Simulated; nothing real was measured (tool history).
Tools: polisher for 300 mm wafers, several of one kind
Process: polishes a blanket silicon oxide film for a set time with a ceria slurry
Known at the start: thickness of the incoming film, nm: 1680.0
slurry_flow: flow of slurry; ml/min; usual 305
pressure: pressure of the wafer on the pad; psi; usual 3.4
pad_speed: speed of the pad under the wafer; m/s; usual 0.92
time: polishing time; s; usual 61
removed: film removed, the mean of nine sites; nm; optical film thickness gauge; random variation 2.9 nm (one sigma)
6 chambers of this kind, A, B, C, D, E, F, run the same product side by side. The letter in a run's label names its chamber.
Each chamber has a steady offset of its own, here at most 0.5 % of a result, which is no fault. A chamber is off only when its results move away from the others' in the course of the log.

run,day,slurry_flow,pressure,pad_speed,time,removed
# day 0.029: chamber D: worn pad replaced by a new one
1B,0.275,305,3.4,0.92,61,281.16
2C,0.433,305,3.4,0.92,61,274.46
# day 0.508: chamber A: head pressure recalibrated
3F,0.617,305,3.4,0.92,61,277.77
4D,0.917,305,3.4,0.92,61,281.41
# day 1.092: chamber C: slurry nozzle cleaned
5A,1.121,305,3.4,0.92,61,280.72
# day 1.125: chamber A: worn pad replaced by a new one
# day 1.142: chamber F: worn pad replaced by a new one
6E,1.408,305,3.4,0.92,61,275.42
7A,1.558,225,3.4,0.92,61,268.35
8D,1.771,225,3.4,0.92,61,274.58
9B,1.933,225,3.4,0.92,61,268.03
# day 1.942: chamber C: worn pad replaced by a new one
# day 2.150: chamber E: worn pad replaced by a new one
10F,2.188,225,3.4,0.92,61,274.65
# day 2.267: chamber D: worn pad replaced by a new one
11E,2.412,225,3.4,0.92,61,265.95
# day 2.683: chamber E: slurry nozzle cleaned
12C,2.692,225,3.4,0.92,61,271.32
13A,2.858,305,3.4,0.92,61,279.13
14C,3.100,305,3.4,0.92,61,280.68
# day 3.183: chamber F: slurry nozzle cleaned
15B,3.296,305,3.4,1.08,61,325.01
16E,3.488,305,3.4,1.08,61,324.75
17F,3.671,305,3.4,1.08,61,325.95
18D,3.842,305,3.4,1.08,61,321.33
19B,4.096,305,3.4,1.08,61,315.96
# day 4.200: chamber D: worn pad replaced by a new one
20D,4.271,305,3.4,1.08,61,326.09
# day 4.442: chamber C: worn pad replaced by a new one
21A,4.529,305,3.4,0.92,61,279.90
# day 4.812: chamber E: worn pad replaced by a new one
22E,4.829,305,4.3,0.92,50,295.58
# day 5.062: chamber A: worn pad replaced by a new one
23F,5.138,305,4.3,0.92,50,289.84
# day 5.217: chamber A: slurry nozzle cleaned
24C,5.375,305,4.3,0.92,50,290.02
25B,5.608,305,4.3,0.92,50,277.23
26E,5.912,305,4.3,0.92,50,288.84
# day 6.000: chamber F: worn pad replaced by a new one
27C,6.196,305,4.3,0.92,50,288.93
28A,6.400,305,3.4,0.92,61,276.46
# day 6.592: chamber D: worn pad replaced by a new one
29F,6.608,305,3.4,0.92,61,280.82
30D,6.746,305,3.4,0.92,61,275.15
# day 6.825: chamber C: worn pad replaced by a new one
31B,7.008,305,3.4,0.92,61,263.49
32D,7.300,305,3.4,0.92,61,281.31
# day 7.492: chamber E: worn pad replaced by a new one
33C,7.612,305,3.4,0.92,61,276.79
34A,7.900,400,3.4,0.92,61,283.98
35F,8.167,400,3.4,0.92,61,285.60
36E,8.379,400,3.4,0.92,61,284.37
37D,8.629,400,3.4,0.92,61,282.95
38A,8.888,400,3.4,0.92,61,282.21

What goes on in this fleet: one chamber off, a drifting gauge, or nothing beyond the chambers' own small offsets? Name the chamber and the cause, if any.

Chamber B drifts away from the others.
Cause: removal rate lost through wear of the pad, % = 7.84.
The log may not tell that from: head's pressure below its setpoint, %.

Here are 4 candidates for chamber B's next run, each the usual settings with a change, their results left as question marks. Which one brings its results back in line with what the others give on the usual settings?
In line means no further than this from the other chambers' mean on the usual settings: removed 10.00 nm
39B-1,9.112,305,3.2,0.88,58,?
39B-2,9.112,310,4.0,0.92,61,?
39B-3,9.112,305,3.5,0.94,63,?
39B-4,9.112,305,3.3,0.90,59,?

The other chambers' mean on the usual settings: removed 277.69 nm
run,removed
39B-1,217.94
39B-2,300.86
39B-3,276.88
39B-4,233.91
39B-3 brings the chamber back in line.
